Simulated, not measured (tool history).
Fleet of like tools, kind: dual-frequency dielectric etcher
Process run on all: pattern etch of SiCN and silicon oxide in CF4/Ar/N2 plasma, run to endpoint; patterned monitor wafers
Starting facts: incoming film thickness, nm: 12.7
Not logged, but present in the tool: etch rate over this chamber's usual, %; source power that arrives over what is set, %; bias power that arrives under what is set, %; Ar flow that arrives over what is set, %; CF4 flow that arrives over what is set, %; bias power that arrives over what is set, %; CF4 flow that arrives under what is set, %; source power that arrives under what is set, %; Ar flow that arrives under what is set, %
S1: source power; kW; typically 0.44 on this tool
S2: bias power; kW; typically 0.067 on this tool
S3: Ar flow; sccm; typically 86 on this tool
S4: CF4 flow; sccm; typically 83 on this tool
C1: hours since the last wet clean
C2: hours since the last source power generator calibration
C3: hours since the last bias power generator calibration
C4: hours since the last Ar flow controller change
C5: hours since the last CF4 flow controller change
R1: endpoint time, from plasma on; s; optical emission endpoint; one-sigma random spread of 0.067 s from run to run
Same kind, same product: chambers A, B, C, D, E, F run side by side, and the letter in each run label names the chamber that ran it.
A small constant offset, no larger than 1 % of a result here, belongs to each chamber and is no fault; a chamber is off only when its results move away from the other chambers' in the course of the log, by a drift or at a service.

run 1B hour=4.2 | S1=0.44 S2=0.067 S3=86 S4=83 | C1=14.3 C2=2278.7 C3=1799.9 C4=5007.5 C5=1433.4 | R1=14.681
run 2D hour=8 | S1=0.44 S2=0.067 S3=86 S4=83 | C1=113.2 C2=1023.9 C3=3031.7 C4=2859.2 C5=399.1 | R1=14.66
run 3C hour=11.3 | S1=0.44 S2=0.067 S3=86 S4=83 | C1=169.6 C2=3679.6 C3=3160.3 C4=4559.8 C5=1676.8 | R1=14.581
run 4E hour=15.2 | S1=0.44 S2=0.067 S3=86 S4=83 | C1=176.5 C2=3025.2 C3=1052.7 C4=1058.5 C5=1836.7 | R1=14.525
run 5A hour=19.1 | S1=0.44 S2=0.067 S3=86 S4=83 | C1=441.6 C2=2684.8 C3=1842.8 C4=1595.8 C5=1627.2 | R1=14.637
run 6F hour=21.8 | S1=0.44 S2=0.067 S3=86 S4=83 | C1=257.8 C2=3548 C3=408.7 C4=565.3 C5=5022.6 | R1=14.573
run 7F hour=25.2 | S1=0.44 S2=0.067 S3=86 S4=83 | C1=261.2 C2=3551.4 C3=412.1 C4=568.7 C5=5026 | R1=14.614
run 8A hour=27.7 | S1=0.44 S2=0.067 S3=86 S4=83 | C1=450.2 C2=2693.4 C3=1851.4 C4=1604.4 C5=1635.8 | R1=14.685
run 9D hour=30.6 | S1=0.44 S2=0.067 S3=86 S4=83 | C1=135.8 C2=1046.5 C3=3054.3 C4=2881.8 C5=421.7 | R1=14.802
run 10E hour=36.2 | S1=0.44 S2=0.067 S3=86 S4=83 | C1=197.5 C2=3046.2 C3=1073.7 C4=1079.5 C5=1857.7 | R1=14.573
run 11C hour=39.9 | S1=0.44 S2=0.067 S3=86 S4=83 | C1=198.2 C2=3708.2 C3=3188.9 C4=4588.4 C5=1705.4 | R1=14.602
run 12B hour=43.2 | S1=0.44 S2=0.067 S3=86 S4=83 | C1=53.3 C2=2317.7 C3=1838.9 C4=5046.5 C5=1472.4 | R1=14.795
run 13B hour=46.6 | S1=0.44 S2=0.067 S3=86 S4=73 | C1=56.7 C2=2321.1 C3=1842.3 C4=5049.9 C5=1475.8 | R1=15.004
run 14F hour=51.7 | S1=0.44 S2=0.067 S3=86 S4=73 | C1=287.7 C2=3577.9 C3=438.6 C4=595.2 C5=5052.5 | R1=14.833
run 15C hour=56 | S1=0.44 S2=0.067 S3=86 S4=73 | C1=214.3 C2=3724.3 C3=3205 C4=4604.5 C5=1721.5 | R1=14.821
run 16A hour=60.1 | S1=0.44 S2=0.067 S3=86 S4=73 | C1=482.6 C2=2725.8 C3=1883.8 C4=1636.8 C5=1668.2 | R1=14.891
run 17D hour=64 | S1=0.44 S2=0.067 S3=86 S4=73 | C1=169.2 C2=1079.9 C3=3087.7 C4=2915.2 C5=455.1 | R1=14.86
-- hour=66.3 chamber A: wet clean of the chamber
run 18E hour=67.2 | S1=0.44 S2=0.067 S3=86 S4=73 | C1=228.5 C2=3077.2 C3=1104.7 C4=1110.5 C5=1888.7 | R1=14.984
run 19E hour=71 | S1=0.44 S2=0.067 S3=86 S4=83 | C1=232.3 C2=3081 C3=1108.5 C4=1114.3 C5=1892.5 | R1=14.56
run 20C hour=76.7 | S1=0.44 S2=0.067 S3=86 S4=83 | C1=235 C2=3745 C3=3225.7 C4=4625.2 C5=1742.2 | R1=14.645
run 21F hour=80.7 | S1=0.44 S2=0.067 S3=86 S4=83 | C1=316.7 C2=3606.9 C3=467.6 C4=624.2 C5=5081.5 | R1=14.611
run 22D hour=85.2 | S1=0.44 S2=0.067 S3=86 S4=83 | C1=190.4 C2=1101.1 C3=3108.9 C4=2936.4 C5=476.3 | R1=14.75
run 23B hour=89.4 | S1=0.44 S2=0.067 S3=86 S4=83 | C1=99.5 C2=2363.9 C3=1885.1 C4=5092.7 C5=1518.6 | R1=14.76
run 24A hour=91.9 | S1=0.44 S2=0.067 S3=86 S4=83 | C1=25.7 C2=2757.6 C3=1915.6 C4=1668.6 C5=1700 | R1=13.842
run 25A hour=94.8 | S1=0.44 S2=0.067 S3=86 S4=83 | C1=28.6 C2=2760.5 C3=1918.5 C4=1671.5 C5=1702.9 | R1=13.896
run 26C hour=98.6 | S1=0.44 S2=0.067 S3=86 S4=83 | C1=256.9 C2=3766.9 C3=3247.6 C4=4647.1 C5=1764.1 | R1=14.613
run 27B hour=103.4 | S1=0.44 S2=0.067 S3=86 S4=83 | C1=113.5 C2=2377.9 C3=1899.1 C4=5106.7 C5=1532.6 | R1=14.744
run 28D hour=106.2 | S1=0.44 S2=0.067 S3=86 S4=83 | C1=211.4 C2=1122.1 C3=3129.9 C4=2957.4 C5=497.3 | R1=14.839
run 29E hour=111.5 | S1=0.44 S2=0.067 S3=86 S4=83 | C1=272.8 C2=3121.5 C3=1149 C4=1154.8 C5=1933 | R1=14.599
run 30F hour=116.4 | S1=0.44 S2=0.067 S3=86 S4=83 | C1=352.4 C2=3642.6 C3=503.3 C4=659.9 C5=5117.2 | R1=14.424
run 31C hour=120.7 | S1=0.44 S2=0.067 S3=86 S4=83 | C1=279 C2=3789 C3=3269.7 C4=4669.2 C5=1786.2 | R1=14.642
run 32B hour=125.7 | S1=0.44 S2=0.067 S3=86 S4=83 | C1=135.8 C2=2400.2 C3=1921.4 C4=5129 C5=1554.9 | R1=14.711
run 33F hour=129.5 | S1=0.44 S2=0.067 S3=86 S4=83 | C1=365.5 C2=3655.7 C3=516.4 C4=673 C5=5130.3 | R1=14.645
run 34E hour=134 | S1=0.44 S2=0.067 S3=86 S4=83 | C1=295.3 C2=3144 C3=1171.5 C4=1177.3 C5=1955.5 | R1=14.551
run 35A hour=136.6 | S1=0.44 S2=0.067 S3=86 S4=83 | C1=70.4 C2=2802.3 C3=1960.3 C4=1713.3 C5=1744.7 | R1=13.884
run 36D hour=142 | S1=0.44 S2=0.067 S3=86 S4=83 | C1=247.2 C2=1157.9 C3=3165.7 C4=2993.2 C5=533.1 | R1=14.604
run 37A hour=146.6 | S1=0.44 S2=0.067 S3=86 S4=83 | C1=80.4 C2=2812.3 C3=1970.3 C4=1723.3 C5=1754.7 | R1=13.854
run 38F hour=151.8 | S1=0.44 S2=0.067 S3=86 S4=83 | C1=387.8 C2=3678 C3=538.7 C4=695.3 C5=5152.6 | R1=14.669
run 39E hour=155.5 | S1=0.34 S2=0.067 S3=86 S4=74 | C1=316.8 C2=3165.5 C3=1193 C4=1198.8 C5=1977 | R1=18.592
run 40D hour=160.2 | S1=0.34 S2=0.067 S3=86 S4=74 | C1=265.4 C2=1176.1 C3=3183.9 C4=3011.4 C5=551.3 | R1=18.951

Which is it: a chamber that has drifted or been left off by a service, a gauge drift common to all chambers, or only each chamber's usual small offset? If a chamber is off, name it and its likeliest cause.

After it was serviced, chamber A no longer matches the other chambers.
Cause: etch rate over this chamber's usual, % = 4.97.

Here are 4 candidates for chamber A's next run, each the usual settings with a change, their results left as question marks. Which one brings its results back in line with what the others give on the usual settings?
In line here means within this much of the mean the other chambers give on the usual settings: R1 0.23 s
run 41A-1 hour=164.3 | S1=0.44 S2=0.064 S3=88 S4=81 | R1=?
run 41A-2 hour=164.3 | S1=0.44 S2=0.067 S3=116 S4=83 | R1=?
run 41A-3 hour=164.3 | S1=0.45 S2=0.067 S3=86 S4=83 | R1=?
run 41A-4 hour=164.3 | S1=0.44 S2=0.076 S3=81 S4=83 | R1=?

Average result of the remaining chambers running the usual settings: R1 14.641 s
run=41A-1 R1=14.248
run=41A-2 R1=14.564
run=41A-3 R1=13.676
run=41A-4 R1=13.296
With 41A-2, the chamber falls back in line with the rest.

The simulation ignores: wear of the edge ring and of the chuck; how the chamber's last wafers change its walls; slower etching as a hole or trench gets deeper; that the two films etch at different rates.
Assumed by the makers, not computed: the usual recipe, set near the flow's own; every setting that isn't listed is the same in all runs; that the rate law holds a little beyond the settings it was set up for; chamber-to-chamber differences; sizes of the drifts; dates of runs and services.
